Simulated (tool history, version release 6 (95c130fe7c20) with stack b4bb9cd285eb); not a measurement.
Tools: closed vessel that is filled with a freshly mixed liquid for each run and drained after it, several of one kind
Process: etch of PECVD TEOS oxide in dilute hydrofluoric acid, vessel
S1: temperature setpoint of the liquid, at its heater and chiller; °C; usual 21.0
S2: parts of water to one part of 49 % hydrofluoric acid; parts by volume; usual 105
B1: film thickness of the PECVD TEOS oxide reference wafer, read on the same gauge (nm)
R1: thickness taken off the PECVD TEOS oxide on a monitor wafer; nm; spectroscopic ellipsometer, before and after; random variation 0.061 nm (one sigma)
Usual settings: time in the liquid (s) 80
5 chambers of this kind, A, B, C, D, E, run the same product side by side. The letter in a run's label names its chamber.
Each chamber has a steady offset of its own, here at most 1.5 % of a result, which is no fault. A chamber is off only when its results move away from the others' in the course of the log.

Run 1E, day 0.283: usual settings; B1 29.979. Result: R1 7.2966 nm.
Run 2A, day 0.492: usual settings; B1 29.987. Result: R1 7.3220 nm.
Run 3C, day 0.675: usual settings; B1 30.008. Result: R1 7.2872 nm.
Run 4B, day 0.846: usual settings; B1 30.018. Result: R1 7.4323 nm.
Run 5D, day 1.167: usual settings; B1 30.013. Result: R1 7.4416 nm.
Run 6A, day 1.404: usual settings; B1 29.999. Result: R1 7.3180 nm.
Run 7D, day 1.750: usual settings; B1 30.011. Result: R1 7.3909 nm.
Run 8C, day 2.100: usual settings; B1 29.974. Result: R1 7.4422 nm.
Run 9E, day 2.400: usual settings; B1 30.036. Result: R1 7.3815 nm.
Run 10B, day 2.612: usual settings; B1 30.009. Result: R1 7.3717 nm.
Run 11E, day 2.779: usual settings; B1 29.982. Result: R1 7.3311 nm.
Run 12A, day 3.029: usual settings; B1 29.993. Result: R1 7.2304 nm.
Run 13C, day 3.321: usual settings; B1 29.981. Result: R1 7.4267 nm.
Run 14B, day 3.500: usual settings; B1 30.024. Result: R1 7.3517 nm.
Run 15D, day 3.762: usual settings; B1 30.016. Result: R1 7.2896 nm.
Run 16C, day 3.942: usual settings; B1 29.994. Result: R1 7.3717 nm.
Run 17E, day 4.154: usual settings; B1 29.996. Result: R1 7.4050 nm.
Run 18A, day 4.371: usual settings; B1 29.977. Result: R1 7.2713 nm.
Run 19D, day 4.579: usual settings; B1 29.983. Result: R1 7.5705 nm.
Run 20B, day 4.875: usual settings; B1 30.005. Result: R1 7.4413 nm.
Run 21A, day 5.167: usual settings; B1 29.995. Result: R1 7.1103 nm.
Run 22D, day 5.483: usual settings; B1 30.016. Result: R1 7.4382 nm.
Run 23B, day 5.850: usual settings; B1 29.983. Result: R1 7.3472 nm.
Run 24C, day 6.158: usual settings but S1 19.5 °C, time in the liquid (s) 60; B1 30.015. Result: R1 5.1768 nm.
Run 25E, day 6.504: usual settings but S1 19.5 °C, time in the liquid (s) 60; B1 30.034. Result: R1 5.1423 nm.
Run 26C, day 6.842: usual settings but S1 19.5 °C, time in the liquid (s) 60; B1 30.002. Result: R1 5.1049 nm.
Run 27E, day 7.088: usual settings but S1 19.5 °C, time in the liquid (s) 60; B1 29.996. Result: R1 5.2250 nm.
Run 28A, day 7.342: usual settings but S1 19.5 °C, time in the liquid (s) 60; B1 30.011. Result: R1 4.7939 nm.
Run 29B, day 7.575: usual settings; B1 30.030. Result: R1 7.3697 nm.
Run 30D, day 7.788: usual settings; B1 29.989. Result: R1 7.5071 nm.
Run 31E, day 8.129: usual settings but S1 24.0 °C, time in the liquid (s) 50; B1 30.008. Result: R1 5.2421 nm.
Run 32C, day 8.467: usual settings but S1 24.0 °C, time in the liquid (s) 50; B1 29.969. Result: R1 5.1943 nm.
Run 33A, day 8.629: usual settings but S1 24.0 °C, time in the liquid (s) 50; B1 29.991. Result: R1 4.7108 nm.
Run 34B, day 8.938: usual settings but S1 24.0 °C, time in the liquid (s) 50; B1 29.994. Result: R1 5.2234 nm.
Run 35D, day 9.125: usual settings but S1 24.0 °C, time in the liquid (s) 50; B1 29.980. Result: R1 5.2301 nm.

Is one chamber off against the others, does the gauge drift, or is nothing wrong? If a chamber is off, say which, and what the likeliest cause is.

Chamber A drifts away from the others.
Cause: liquid colder than its thermometer reads (K) = 2.44.
The log may not tell that from: hydrofluoric acid flow below the setpoint (%).

Here are 4 candidates for chamber A's next run, each the usual settings with a change, their results left as question marks. Which one brings its results back in line with what the others give on the usual settings?
In line means no further than this from the other chambers' mean on the usual settings: R1 0.2100 nm
Run 36A-1, day 9.388: usual settings but S2 110 parts by volume, time in the liquid (s) 75. Result: R1 ?.
Run 36A-2, day 9.388: usual settings but S2 110 parts by volume. Result: R1 ?.
Run 36A-3, day 9.388: usual settings but S2 95 parts by volume. Result: R1 ?.
Run 36A-4, day 9.388: usual settings but time in the liquid (s) 85. Result: R1 ?.

The other chambers' mean on the usual settings: R1 7.3869 nm
  run      R1
36A-1  5.9024
36A-2  6.2959
36A-3  7.4233
36A-4  7.0497
36A-3 brings the chamber back in line.
